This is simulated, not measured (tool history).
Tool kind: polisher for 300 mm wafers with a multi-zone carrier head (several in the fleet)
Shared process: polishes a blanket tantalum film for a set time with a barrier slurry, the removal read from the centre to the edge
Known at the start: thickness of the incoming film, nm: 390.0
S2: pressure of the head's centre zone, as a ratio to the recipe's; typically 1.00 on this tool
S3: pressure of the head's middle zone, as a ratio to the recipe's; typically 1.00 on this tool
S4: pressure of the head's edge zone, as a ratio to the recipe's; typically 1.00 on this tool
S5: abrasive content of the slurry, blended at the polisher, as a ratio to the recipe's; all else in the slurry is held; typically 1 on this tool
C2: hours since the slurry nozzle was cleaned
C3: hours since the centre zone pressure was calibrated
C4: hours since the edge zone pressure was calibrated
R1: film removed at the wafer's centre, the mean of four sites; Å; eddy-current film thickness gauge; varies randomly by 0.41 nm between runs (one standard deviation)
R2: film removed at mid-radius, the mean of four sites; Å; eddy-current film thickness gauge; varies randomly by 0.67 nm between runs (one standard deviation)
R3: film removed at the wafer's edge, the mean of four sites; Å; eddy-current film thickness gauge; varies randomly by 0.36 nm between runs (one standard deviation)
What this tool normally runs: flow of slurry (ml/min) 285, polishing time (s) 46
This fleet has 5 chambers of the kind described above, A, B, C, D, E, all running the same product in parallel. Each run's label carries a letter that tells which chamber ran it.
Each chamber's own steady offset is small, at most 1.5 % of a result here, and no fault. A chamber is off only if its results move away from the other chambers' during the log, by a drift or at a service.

{"run": "1A", "hour": 8.8, "flow of slurry (ml/min)": 285, "S2": 1.0, "S3": 1.0, "S4": 1.0, "S5": 1, "polishing time (s)": 46, "wafers polished on this pad": 278, "C2": 76.6, "C3": 621.4, "C4": 920.4, "R1": 464.96, "R2": 463.38, "R3": 465.94}
{"hour": 13.4, "done": "chamber B: worn pad replaced by a new one"}
{"hour": 15.4, "done": "chamber D: centre zone pressure recalibrated"}
{"hour": 16.6, "done": "chamber C: worn pad replaced by a new one"}
{"run": "2B", "hour": 16.8, "flow of slurry (ml/min)": 285, "S2": 1.0, "S3": 1.0, "S4": 1.0, "S5": 1, "polishing time (s)": 46, "wafers polished on this pad": 38, "C2": 283.2, "C3": 926.0, "C4": 906.8, "R1": 468.1, "R2": 470.59, "R3": 473.92}
{"hour": 22.6, "done": "chamber E: centre zone pressure recalibrated"}
{"run": "3E", "hour": 23.2, "flow of slurry (ml/min)": 285, "S2": 1.0, "S3": 1.0, "S4": 1.0, "S5": 1, "polishing time (s)": 46, "wafers polished on this pad": 407, "C2": 150.3, "C3": 0.7, "C4": 445.5, "R1": 463.78, "R2": 458.81, "R3": 467.01}
{"hour": 30.0, "done": "chamber D: slurry nozzle cleaned"}
{"hour": 33.8, "done": "chamber B: slurry nozzle cleaned"}
{"run": "4D", "hour": 36.3, "flow of slurry (ml/min)": 285, "S2": 1.0, "S3": 1.0, "S4": 1.0, "S5": 1, "polishing time (s)": 46, "wafers polished on this pad": 918, "C2": 6.4, "C3": 21.0, "C4": 231.7, "R1": 464.67, "R2": 469.88, "R3": 465.2}
{"hour": 38.9, "done": "chamber D: worn pad replaced by a new one"}
{"run": "5C", "hour": 44.9, "flow of slurry (ml/min)": 285, "S2": 1.0, "S3": 1.0, "S4": 1.0, "S5": 1, "polishing time (s)": 46, "wafers polished on this pad": 311, "C2": 138.3, "C3": 210.8, "C4": 261.0, "R1": 465.05, "R2": 459.06, "R3": 465.51}
{"run": "6E", "hour": 51.2, "flow of slurry (ml/min)": 285, "S2": 1.0, "S3": 1.0, "S4": 1.08, "S5": 1, "polishing time (s)": 46, "wafers polished on this pad": 715, "C2": 178.3, "C3": 28.7, "C4": 473.5, "R1": 463.67, "R2": 464.97, "R3": 488.16}
{"hour": 58.0, "done": "chamber B: centre zone pressure recalibrated"}
{"run": "7D", "hour": 62.6, "flow of slurry (ml/min)": 285, "S2": 1.0, "S3": 1.0, "S4": 1.08, "S5": 1, "polishing time (s)": 46, "wafers polished on this pad": 262, "C2": 32.7, "C3": 47.3, "C4": 258.0, "R1": 466.85, "R2": 475.16, "R3": 489.29}
{"run": "8C", "hour": 73.3, "flow of slurry (ml/min)": 285, "S2": 1.0, "S3": 1.0, "S4": 1.08, "S5": 1, "polishing time (s)": 46, "wafers polished on this pad": 624, "C2": 166.7, "C3": 239.2, "C4": 289.4, "R1": 467.46, "R2": 467.13, "R3": 487.18}
{"hour": 74.8, "done": "chamber C: worn pad replaced by a new one"}
{"hour": 78.7, "done": "chamber C: edge zone pressure recalibrated"}
{"run": "9A", "hour": 86.2, "flow of slurry (ml/min)": 285, "S2": 1.0, "S3": 1.0, "S4": 1.08, "S5": 1, "polishing time (s)": 46, "wafers polished on this pad": 1131, "C2": 154.0, "C3": 698.8, "C4": 997.8, "R1": 470.38, "R2": 461.67, "R3": 484.78}
{"run": "10B", "hour": 98.5, "flow of slurry (ml/min)": 285, "S2": 1.0, "S3": 1.0, "S4": 1.08, "S5": 1, "polishing time (s)": 46, "wafers polished on this pad": 938, "C2": 64.7, "C3": 40.5, "C4": 988.5, "R1": 468.96, "R2": 466.46, "R3": 491.38}
{"hour": 99.3, "done": "chamber A: worn pad replaced by a new one"}
{"run": "11C", "hour": 111.4, "flow of slurry (ml/min)": 285, "S2": 1.0, "S3": 1.0, "S4": 1.0, "S5": 1, "polishing time (s)": 46, "wafers polished on this pad": 403, "C2": 204.8, "C3": 277.3, "C4": 32.7, "R1": 463.34, "R2": 474.95, "R3": 466.82}
{"run": "12A", "hour": 119.5, "flow of slurry (ml/min)": 285, "S2": 1.0, "S3": 1.0, "S4": 1.0, "S5": 1, "polishing time (s)": 46, "wafers polished on this pad": 223, "C2": 187.3, "C3": 732.1, "C4": 1031.1, "R1": 475.51, "R2": 465.67, "R3": 463.71}
{"hour": 121.8, "done": "chamber B: worn pad replaced by a new one"}
{"run": "13E", "hour": 126.9, "flow of slurry (ml/min)": 285, "S2": 1.0, "S3": 1.0, "S4": 1.0, "S5": 1, "polishing time (s)": 46, "wafers polished on this pad": 1549, "C2": 254.0, "C3": 104.4, "C4": 549.2, "R1": 463.1, "R2": 463.74, "R3": 465.86}
{"hour": 136.2, "done": "chamber C: worn pad replaced by a new one"}
{"hour": 136.3, "done": "chamber D: worn pad replaced by a new one"}
{"run": "14B", "hour": 139.0, "flow of slurry (ml/min)": 285, "S2": 1.0, "S3": 1.0, "S4": 1.0, "S5": 1, "polishing time (s)": 46, "wafers polished on this pad": 189, "C2": 105.2, "C3": 81.0, "C4": 1029.0, "R1": 470.43, "R2": 455.22, "R3": 460.2}
{"run": "15D", "hour": 148.6, "flow of slurry (ml/min)": 285, "S2": 1.0, "S3": 1.0, "S4": 1.0, "S5": 1, "polishing time (s)": 46, "wafers polished on this pad": 135, "C2": 118.7, "C3": 133.3, "C4": 344.0, "R1": 465.13, "R2": 471.81, "R3": 462.02}
{"run": "16E", "hour": 158.9, "flow of slurry (ml/min)": 285, "S2": 1.0, "S3": 1.0, "S4": 1.0, "S5": 1, "polishing time (s)": 46, "wafers polished on this pad": 1901, "C2": 286.0, "C3": 136.4, "C4": 581.2, "R1": 454.04, "R2": 453.29, "R3": 453.76}
{"run": "17A", "hour": 167.3, "flow of slurry (ml/min)": 285, "S2": 1.0, "S3": 1.0, "S4": 1.0, "S5": 1, "polishing time (s)": 46, "wafers polished on this pad": 749, "C2": 235.1, "C3": 779.9, "C4": 1078.9, "R1": 471.8, "R2": 469.55, "R3": 462.84}
{"hour": 174.5, "done": "chamber E: edge zone pressure recalibrated"}
{"run": "18B", "hour": 175.2, "flow of slurry (ml/min)": 285, "S2": 1.0, "S3": 1.0, "S4": 1.0, "S5": 1, "polishing time (s)": 46, "wafers polished on this pad": 588, "C2": 141.4, "C3": 117.2, "C4": 1065.2, "R1": 471.47, "R2": 452.54, "R3": 472.12}
{"run": "19C", "hour": 186.7, "flow of slurry (ml/min)": 285, "S2": 1.0, "S3": 1.0, "S4": 1.0, "S5": 1, "polishing time (s)": 46, "wafers polished on this pad": 556, "C2": 280.1, "C3": 352.6, "C4": 108.0, "R1": 466.61, "R2": 471.17, "R3": 464.56}
{"hour": 189.4, "done": "chamber C: worn pad replaced by a new one"}
{"run": "20D", "hour": 197.6, "flow of slurry (ml/min)": 285, "S2": 1.0, "S3": 1.0, "S4": 1.0, "S5": 1, "polishing time (s)": 46, "wafers polished on this pad": 675, "C2": 167.7, "C3": 182.3, "C4": 393.0, "R1": 461.76, "R2": 456.38, "R3": 460.41}
{"hour": 203.2, "done": "chamber A: worn pad replaced by a new one"}
{"run": "21D", "hour": 209.1, "flow of slurry (ml/min)": 285, "S2": 1.0, "S3": 1.0, "S4": 1.0, "S5": 1, "polishing time (s)": 46, "wafers polished on this pad": 802, "C2": 179.2, "C3": 193.8, "C4": 404.5, "R1": 455.29, "R2": 469.33, "R3": 470.64}
{"hour": 210.1, "done": "chamber B: worn pad replaced by a new one"}
{"hour": 215.3, "done": "chamber E: slurry nozzle cleaned"}
{"run": "22C", "hour": 215.4, "flow of slurry (ml/min)": 285, "S2": 1.0, "S3": 1.11, "S4": 1.0, "S5": 1, "polishing time (s)": 46, "wafers polished on this pad": 286, "C2": 308.8, "C3": 381.3, "C4": 136.7, "R1": 466.65, "R2": 512.29, "R3": 469.88}
{"run": "23A", "hour": 227.8, "flow of slurry (ml/min)": 285, "S2": 1.0, "S3": 1.11, "S4": 1.0, "S5": 1, "polishing time (s)": 46, "wafers polished on this pad": 271, "C2": 295.6, "C3": 840.4, "C4": 1139.4, "R1": 469.41, "R2": 514.85, "R3": 459.73}
{"run": "24B", "hour": 235.8, "flow of slurry (ml/min)": 285, "S2": 1.0, "S3": 1.11, "S4": 1.0, "S5": 1, "polishing time (s)": 46, "wafers polished on this pad": 284, "C2": 202.0, "C3": 177.8, "C4": 1125.8, "R1": 465.7, "R2": 515.64, "R3": 463.04}
{"run": "25E", "hour": 243.8, "flow of slurry (ml/min)": 285, "S2": 1.0, "S3": 1.11, "S4": 1.0, "S5": 1, "polishing time (s)": 46, "wafers polished on this pad": 2836, "C2": 28.5, "C3": 221.3, "C4": 69.3, "R1": 428.68, "R2": 467.41, "R3": 433.82}
{"hour": 245.6, "done": "chamber D: worn pad replaced by a new one"}
{"hour": 253.7, "done": "chamber C: worn pad replaced by a new one"}
{"run": "26D", "hour": 255.9, "flow of slurry (ml/min)": 285, "S2": 1.0, "S3": 1.11, "S4": 1.0, "S5": 1, "polishing time (s)": 46, "wafers polished on this pad": 114, "C2": 226.0, "C3": 240.6, "C4": 451.3, "R1": 465.37, "R2": 503.45, "R3": 462.84}
{"run": "27E", "hour": 267.8, "flow of slurry (ml/min)": 285, "S2": 1.0, "S3": 1.0, "S4": 1.0, "S5": 1, "polishing time (s)": 46, "wafers polished on this pad": 3101, "C2": 52.5, "C3": 245.3, "C4": 93.3, "R1": 420.39, "R2": 426.82, "R3": 426.22}
{"run": "28C", "hour": 275.1, "flow of slurry (ml/min)": 285, "S2": 1.0, "S3": 1.0, "S4": 1.0, "S5": 1, "polishing time (s)": 46, "wafers polished on this pad": 235, "C2": 368.5, "C3": 441.0, "C4": 196.4, "R1": 466.89, "R2": 479.62, "R3": 470.96}
{"run": "29A", "hour": 282.3, "flow of slurry (ml/min)": 285, "S2": 0.95, "S3": 0.91, "S4": 1.0, "S5": 1, "polishing time (s)": 46, "wafers polished on this pad": 872, "C2": 350.1, "C3": 894.9, "C4": 1193.9, "R1": 445.86, "R2": 431.61, "R3": 471.19}
{"run": "30B", "hour": 289.1, "flow of slurry (ml/min)": 285, "S2": 0.95, "S3": 0.91, "S4": 1.0, "S5": 1, "polishing time (s)": 46, "wafers polished on this pad": 871, "C2": 255.3, "C3": 231.1, "C4": 1179.1, "R1": 437.63, "R2": 417.48, "R3": 469.17}

What goes on in this fleet: one chamber off, a drifting gauge, or nothing beyond the chambers' own small offsets? Name the chamber and the cause, if any.

Little by little, chamber E moves away from the other chambers.
Likeliest cause: removal rate lost through wear of the pad, % = 11.2.

Chamber E could run next with any of the 4 candidate recipes listed below; each alters the usual settings, and their results appear as question marks. Which one brings its results back in line with what the other chambers deliver on the usual settings?
Counts as in line when no further than this from what the other chambers average on the usual settings: R1 14.00 Å; R2 23.00 Å; R3 13.00 Å
{"run": "31E-1", "hour": 299.2, "flow of slurry (ml/min)": 280, "S2": 0.99, "S3": 0.99, "S4": 1.0, "S5": 0.95, "polishing time (s)": 38, "R1": "?", "R2": "?", "R3": "?"}
{"run": "31E-2", "hour": 299.2, "flow of slurry (ml/min)": 290, "S2": 1.02, "S3": 1.01, "S4": 1.0, "S5": 1.05, "polishing time (s)": 55, "R1": "?", "R2": "?", "R3": "?"}
{"run": "31E-3", "hour": 299.2, "flow of slurry (ml/min)": 280, "S2": 0.99, "S3": 0.99, "S4": 1.0, "S5": 1.0, "polishing time (s)": 41, "R1": "?", "R2": "?", "R3": "?"}
{"run": "31E-4", "hour": 299.2, "flow of slurry (ml/min)": 290, "S2": 1.01, "S3": 1.01, "S4": 1.0, "S5": 1.0, "polishing time (s)": 51, "R1": "?", "R2": "?", "R3": "?"}

The other chambers' mean on the usual settings: R1 466.96 Å; R2 465.09 Å; R3 465.51 Å
run=31E-1 R1=332.37 R2=334.83 R3=338.92
run=31E-2 R1=513.57 R2=509.61 R3=506.06
run=31E-3 R1=364.01 R2=366.71 R3=371.18
run=31E-4 R1=464.72 R2=466.13 R3=462.86
It is 31E-4 that realigns the chamber with its peers.
